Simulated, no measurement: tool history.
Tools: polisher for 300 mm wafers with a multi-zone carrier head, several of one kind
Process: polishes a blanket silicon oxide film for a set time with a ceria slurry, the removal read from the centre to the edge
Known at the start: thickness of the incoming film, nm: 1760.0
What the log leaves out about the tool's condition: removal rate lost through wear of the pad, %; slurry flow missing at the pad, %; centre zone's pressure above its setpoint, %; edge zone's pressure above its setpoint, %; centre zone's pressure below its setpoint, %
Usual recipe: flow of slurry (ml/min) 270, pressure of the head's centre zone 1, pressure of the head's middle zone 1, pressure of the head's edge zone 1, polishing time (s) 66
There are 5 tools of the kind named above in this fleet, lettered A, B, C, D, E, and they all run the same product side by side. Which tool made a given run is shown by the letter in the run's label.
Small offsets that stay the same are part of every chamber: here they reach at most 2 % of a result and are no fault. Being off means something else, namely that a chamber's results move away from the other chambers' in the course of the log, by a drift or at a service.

run     day  flow of slurry (ml/min)  pressure of the head's centre zone  pressure of the head's middle zone  pressure of the head's edge zone  polishing time (s)  wafers polished on this pad  hours since the slurry nozzle was cleaned  hours since the centre zone pressure was calibrated  hours since the edge zone pressure was calibrated  film removed at the wafer's centre (nm)  film removed at mid-radius (nm)  film removed at the wafer's edge (nm)
 1C   0.304                      270                                   1                                   1                                 1                  66                          724                                      189.6                                                335.1                                              168.6                                    502.9                           524.83                                 516.19
      0.438  -- chamber E: worn pad replaced by a new one
 2D   0.646                      270                                   1                                   1                                 1                  66                          179                                        375                                                188.9                                                677                                   508.96                           518.99                                 514.28
      0.862  -- chamber A: worn pad replaced by a new one
 3B   0.954                      270                                   1                                   1                                 1                  66                          591                                      543.8                                                 78.7                                              121.9                                   510.83                            511.1                                 505.88
 4E   1.246                      270                                   1                                   1                                 1                  66                          198                                      144.9                                                937.2                                              807.8                                    507.4                           513.32                                 511.23
 5A   1.667                      270                                   1                                   1                                 1                  66                          196                                      146.5                                                 69.8                                             1172.3                                   519.54                           513.43                                 511.52
      1.729  -- chamber E: centre zone pressure recalibrated
      1.896  -- chamber C: worn pad replaced by a new one
      2.038  -- chamber B: worn pad replaced by a new one
 6A   2.071                      270                                   1                                   1                                 1                  66                          295                                      156.2                                                 79.5                                               1182                                   517.26                           523.07                                 518.71
 7B   2.262                      270                                1.04                                0.94                                 1                  66                           55                                      575.2                                                110.1                                              153.3                                   538.26                           474.12                                 505.09
      2.292  -- chamber B: slurry nozzle cleaned
 8D   2.471                      270                                1.04                                0.94                                 1                  66                          625                                      418.8                                                232.7                                              720.8                                   533.66                           485.88                                  514.2
 9C     2.7                      270                                1.04                                0.94                                 1                  66                          196                                      247.1                                                392.6                                              226.1                                   526.51                           483.03                                 514.08
10E   3.083                      270                                1.04                                0.94                                 1                  66                          646                                        189                                                 32.6                                              851.9                                   538.43                            491.8                                  512.7
      3.317  -- chamber E: worn pad replaced by a new one
11C    3.35                      270                                1.04                                0.94                                 1                  66                          355                                      262.7                                                408.2                                              241.7                                   528.05                           492.51                                 511.17
12A   3.546                      270                                   1                                   1                                 1                  66                          655                                      191.6                                                114.9                                             1217.4                                   509.23                           513.64                                 511.68
13B   3.875                      270                                   1                                   1                                 1                  66                          448                                       38.1                                                148.8                                                192                                   513.93                           516.06                                 512.87
14D   4.138                      270                                   1                                   1                                 1                  66                         1032                                      458.8                                                272.7                                              760.8                                   514.54                           518.25                                 516.63
      4.196  -- chamber D: worn pad replaced by a new one
      4.371  -- chamber E: edge zone pressure recalibrated
15E     4.4                      270                                   1                                   1                                 1                  66                          264                                      220.6                                                 64.2                                                0.8                                   517.51                            517.9                                 516.14
16D   4.817                      270                                1.11                                   1                                 1                  66                          152                                      475.1                                                  289                                              777.1                                    581.8                           515.43                                 513.42
17C   5.221                      270                                1.11                                   1                                 1                  66                          812                                      307.6                                                453.1                                              286.6                                    553.4                           511.25                                 517.52
      5.446  -- chamber B: worn pad replaced by a new one
18E   5.542                      270                                1.11                                   1                                 1                  66                          543                                        248                                                 91.6                                               28.2                                   583.81                           520.94                                 511.68
19B   5.867                      270                                1.11                                   1                                 1                  66                          102                                       85.9                                                196.6                                              239.8                                   576.93                           516.35                                 513.07
       6.05  -- chamber E: worn pad replaced by a new one
20A   6.079                      270                                1.11                                   1                                 1                  66                         1274                                      252.4                                                175.7                                             1278.2                                   575.82                           515.45                                 509.55
      6.296  -- chamber A: worn pad replaced by a new one
      6.358  -- chamber C: worn pad replaced by a new one
21B   6.479                      270                                   1                                   1                                 1                  66                          252                                      100.6                                                211.3                                              254.5                                   511.67                           507.97                                 514.73
22C   6.796                      270                                   1                                   1                                 1                  66                          107                                      345.4                                                490.9                                              324.4                                    478.4                           515.34                                 515.96
23A   6.988                      270                                   1                                   1                                 1                  66                          169                                      274.2                                                197.5                                               1300                                   513.34                           516.32                                 512.43
24E   7.296                      270                                   1                                   1                                 1                  66                          304                                      290.1                                                133.7                                               70.3                                   509.96                           515.52                                 511.77
25D   7.692                      270                                   1                                   1                                 1                  66                          854                                      544.1                                                  358                                              846.1                                   517.82                           511.98                                 507.99
26C   7.917                      270                                   1                                   1                                 1                  88                          380                                      372.3                                                517.8                                              351.3                                   629.32                           686.28                                 688.28
      7.983  -- chamber C: slurry nozzle cleaned
      8.308  -- chamber D: worn pad replaced by a new one
27B   8.317                      270                                   1                                   1                                 1                  88                          700                                      144.7                                                255.4                                              298.6                                   682.61                           687.84                                 684.99
      8.396  -- chamber E: worn pad replaced by a new one
28A   8.558                      270                                   1                                   1                                 1                  88                          552                                      311.9                                                235.2                                             1337.7                                   687.68                           691.63                                 683.44
      8.758  -- chamber B: worn pad replaced by a new one
29D   8.833                      270                                   1                                   1                                 1                  88                          129                                      571.5                                                385.4                                              873.5                                   679.52                           688.28                                 688.68
30E   9.171                      270                                   1                                   1                                 1                  88                          190                                      335.1                                                178.7                                              115.3                                   689.35                           694.76                                 684.24
31C   9.583                      270                                   1                                   1                                 1                  66                          787                                       38.4                                                557.8                                              391.3                                    458.7                           510.31                                 516.34
32A   9.862                      270                                   1                                   1                                 1                  66                          871                                      343.2                                                266.5                                               1369                                   509.74                           510.72                                 513.18
33D  10.233                      270                                   1                                   1                                 1                  66                          470                                      605.1                                                  419                                              907.1                                    515.9                           509.23                                 513.31
     10.538  -- chamber A: edge zone pressure recalibrated
34B    10.6                      270                                   1                                   1                                 1                  66                          450                                      199.5                                                310.2                                              353.4                                   504.14                            504.7                                  507.2
35E  10.829                      270                                   1                                   1                              1.05                  53                          595                                      374.9                                                218.5                                              155.1                                   407.04                           417.82                                 418.62
36A  11.117                      270                                   1                                   1                              1.05                  53                         1177                                      373.3                                                296.6                                                 14                                   408.54                              413                                 419.58
37B  11.346                      270                                   1                                   1                              1.05                  53                          632                                      217.4                                                328.1                                              371.3                                   403.24                           416.26                                  421.9
     11.417  -- chamber E: worn pad replaced by a new one
38E  11.571                      270                                   1                                   1                              1.05                  53                           38                                      392.7                                                236.3                                              172.9                                   416.05                           416.44                                 423.76
     11.846  -- chamber D: worn pad replaced by a new one
39D  11.917                      270                                   1                                   1                              1.05                  53                           17                                      645.5                                                459.4                                              947.5                                   424.09                            408.1                                 425.98

Next, all 5 chambers run the settings below, one line each with question marks for the results. What does each chamber give?
40A  12.221                      270                                   1                                1.06                                 1                  66                                                                                                                                                                                                                        ?                                ?                                      ?
40B  12.221                      270                                   1                                1.06                                 1                  66                                                                                                                                                                                                                        ?                                ?                                      ?
40C  12.221                      270                                   1                                1.06                                 1                  66                                                                                                                                                                                                                        ?                                ?                                      ?
40D  12.221                      270                                   1                                1.06                                 1                  66                                                                                                                                                                                                                        ?                                ?                                      ?
40E  12.221                      270                                   1                                1.06                                 1                  66                                                                                                                                                                                                                        ?                                ?                                      ?

run  film removed at the wafer's centre (nm)  film removed at mid-radius (nm)  film removed at the wafer's edge (nm)
40A                                   514.85                           538.72                                  512.1
40B                                   505.19                           547.37                                 508.93
40C                                   447.56                           549.41                                 513.41
40D                                   516.28                           546.57                                 513.12
40E                                   518.44                           547.48                                 516.72
